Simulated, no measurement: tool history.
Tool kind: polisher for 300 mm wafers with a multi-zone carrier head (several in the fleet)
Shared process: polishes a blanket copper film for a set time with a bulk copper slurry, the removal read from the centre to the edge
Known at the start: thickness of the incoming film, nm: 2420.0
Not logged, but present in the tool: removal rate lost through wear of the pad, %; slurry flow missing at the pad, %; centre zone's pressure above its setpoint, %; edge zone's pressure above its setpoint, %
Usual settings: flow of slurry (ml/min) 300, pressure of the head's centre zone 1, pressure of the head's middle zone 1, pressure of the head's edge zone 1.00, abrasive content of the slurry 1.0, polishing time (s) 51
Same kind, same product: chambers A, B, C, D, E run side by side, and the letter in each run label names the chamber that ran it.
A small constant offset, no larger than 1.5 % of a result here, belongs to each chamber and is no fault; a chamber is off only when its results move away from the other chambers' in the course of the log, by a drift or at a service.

run,day,flow of slurry (ml/min),pressure of the head's centre zone,pressure of the head's middle zone,pressure of the head's edge zone,abrasive content of the slurry,polishing time (s),wafers polished on this pad,hours since the slurry nozzle was cleaned,hours since the centre zone pressure was calibrated,hours since the edge zone pressure was calibrated,film removed at the wafer's centre (Å),film removed at mid-radius (Å),film removed at the wafer's edge (Å)
1E,0.108,300,1,1,1.00,1.0,51,1043,168.9,48.4,157.5,7526.9,7570.0,7480.9
2D,0.242,300,1,1,1.00,1.0,51,897,116.7,825.4,91.9,7565.6,7571.5,7524.5
3C,0.421,300,1,1,1.00,1.0,51,636,347.2,295.4,88.3,7482.5,7515.4,7500.4
4A,0.521,300,1,1,1.00,1.0,51,176,327.1,399.8,644.2,7600.8,7475.2,7606.2
5B,0.733,300,1,1,1.00,1.0,51,163,373.6,201.1,1218.2,7486.6,7625.5,7540.9
6E,0.858,300,1,1,1.00,1.0,51,1189,186.9,66.4,175.5,7612.0,7476.5,7343.4
# day 0.954: chamber D: worn pad replaced by a new one
# day 1.000: chamber B: edge zone pressure recalibrated
7D,1.012,300,1,1,1.00,1.0,51,12,135.2,843.9,110.4,7453.0,7545.9,7692.2
8B,1.108,300,1,1,1.00,1.0,51,236,382.6,210.1,2.7,7492.1,7649.6,7767.7
9A,1.271,300,1,1,1.00,1.0,51,322,345.1,417.8,662.2,7671.4,7465.7,7701.5
10C,1.462,300,1,1,1.00,1.0,51,838,372.2,320.4,113.3,7487.5,7464.1,7377.6
11D,1.558,300,1,1,1.00,1.1,51,118,148.3,857.0,123.5,7608.6,7734.4,7631.2
# day 1.662: chamber E: worn pad replaced by a new one
12C,1.704,300,1,1,1.00,1.1,51,885,378.0,326.2,119.1,7686.4,7734.6,7699.2
13A,1.817,300,1,1,1.00,1.1,51,428,358.2,430.9,675.3,7892.3,7646.6,7735.1
14E,1.954,300,1,1,1.00,1.1,51,57,213.2,92.7,201.8,7777.1,7825.4,7662.9
15B,2.104,300,1,1,1.00,1.1,51,430,406.5,234.0,26.6,7715.3,7850.7,7898.1
16E,2.292,300,1,1,1.00,1.0,51,122,221.3,100.8,209.9,7517.2,7594.2,7537.3
# day 2.400: chamber C: slurry nozzle cleaned
17B,2.488,300,1,1,1.00,1.0,51,504,415.7,243.2,35.8,7662.0,7564.1,7650.8
18A,2.654,300,1,1,1.00,1.0,51,591,378.3,451.0,695.4,7575.1,7501.6,7798.3
19D,2.821,240,1,1,1.00,1.0,51,363,178.6,887.3,153.8,7355.7,7340.0,7336.0
20C,2.912,240,1,1,1.00,1.0,51,1120,12.3,355.2,148.1,7352.6,7386.8,7410.2
21E,3.042,240,1,1,1.00,1.0,51,268,239.3,118.8,227.9,7365.1,7417.7,7662.7
# day 3.121: chamber B: slurry nozzle cleaned
22B,3.192,240,1,1,1.00,1.0,51,641,1.8,260.1,52.7,7418.2,7474.6,7615.1
# day 3.204: chamber C: worn pad replaced by a new one
23A,3.379,240,1,1,1.00,1.0,51,732,395.7,468.4,712.8,7447.2,7204.6,7272.6
24C,3.550,300,1,1,1.00,1.0,51,67,27.6,370.5,163.4,7581.9,7552.7,7488.8
25D,3.688,300,1,1,1.00,1.0,51,532,199.4,908.1,174.6,7571.5,7406.0,7551.6
26B,3.796,300,1,1,1.00,1.0,51,758,16.3,274.6,67.2,7827.5,7663.8,7685.3
# day 3.992: chamber A: worn pad replaced by a new one
27A,4.000,300,1,1,1.00,1.0,51,1,410.6,483.3,727.7,7633.9,7424.6,7477.5
28D,4.142,300,1,1,1.00,1.0,51,620,210.3,919.0,185.5,7521.7,7501.5,7660.6
29C,4.321,300,1,1,1.00,1.0,51,217,46.1,389.0,181.9,7589.0,7534.2,7610.5
30E,4.517,300,1,1,1.00,1.0,51,555,274.7,154.2,263.3,7527.2,7640.7,7425.4
31A,4.692,300,1,1,1.08,1.0,51,136,427.2,499.9,744.3,7624.4,7484.3,7903.0
32B,4.792,300,1,1,1.08,1.0,51,952,40.2,298.5,91.1,7781.0,7647.5,7752.7
33E,4.958,300,1,1,1.08,1.0,51,641,285.3,164.8,273.9,7545.4,7527.1,7978.1
34D,5.062,300,1,1,1.08,1.0,51,799,232.4,941.1,207.6,7582.3,7523.6,8047.5
35C,5.267,300,1,1,1.08,1.0,51,401,68.8,411.7,204.6,7397.2,7509.8,7985.0
# day 5.412: chamber D: slurry nozzle cleaned
36D,5.412,300,1,1,1.00,1.0,51,867,0.0,949.5,216.0,7510.0,7498.9,7664.5
37A,5.567,300,1,1,1.00,1.0,51,306,448.2,520.9,765.3,7606.4,7460.0,7528.5
38C,5.688,300,1,1,1.00,1.0,51,482,78.9,421.8,214.7,7515.3,7521.4,7609.7
# day 5.771: chamber B: worn pad replaced by a new one
# day 5.817: chamber D: centre zone pressure recalibrated
39E,5.817,300,1,1,1.00,1.0,51,808,305.9,185.4,294.5,7470.8,7520.0,7293.9
40B,5.992,300,1,1,1.00,1.0,51,43,69.0,327.3,119.9,7790.7,7568.0,7683.9
41A,6.150,300,1,1,1.00,1.0,51,419,462.2,534.9,779.3,7539.2,7436.4,7444.1
42C,6.317,300,1,1,1.00,1.0,51,605,94.0,436.9,229.8,7474.5,7452.6,7562.5
43D,6.412,300,1,1,1.00,1.0,51,1061,24.0,14.4,240.0,7424.7,7541.7,7563.3

Each of the 5 chambers runs these same settings next. Fill in every chamber's results:
44A,6.567,300,1,1,1.00,1.0,51,,,,,?,?,?
44B,6.567,300,1,1,1.00,1.0,51,,,,,?,?,?
44C,6.567,300,1,1,1.00,1.0,51,,,,,?,?,?
44D,6.567,300,1,1,1.00,1.0,51,,,,,?,?,?
44E,6.567,300,1,1,1.00,1.0,51,,,,,?,?,?

run,film removed at the wafer's centre (Å),film removed at mid-radius (Å),film removed at the wafer's edge (Å)
44A,7575.3,7513.6,7726.9
44B,7969.7,7570.8,7735.9
44C,7548.0,7586.1,7643.7
44D,7512.9,7467.0,7728.2
44E,7630.6,7631.9,7485.9

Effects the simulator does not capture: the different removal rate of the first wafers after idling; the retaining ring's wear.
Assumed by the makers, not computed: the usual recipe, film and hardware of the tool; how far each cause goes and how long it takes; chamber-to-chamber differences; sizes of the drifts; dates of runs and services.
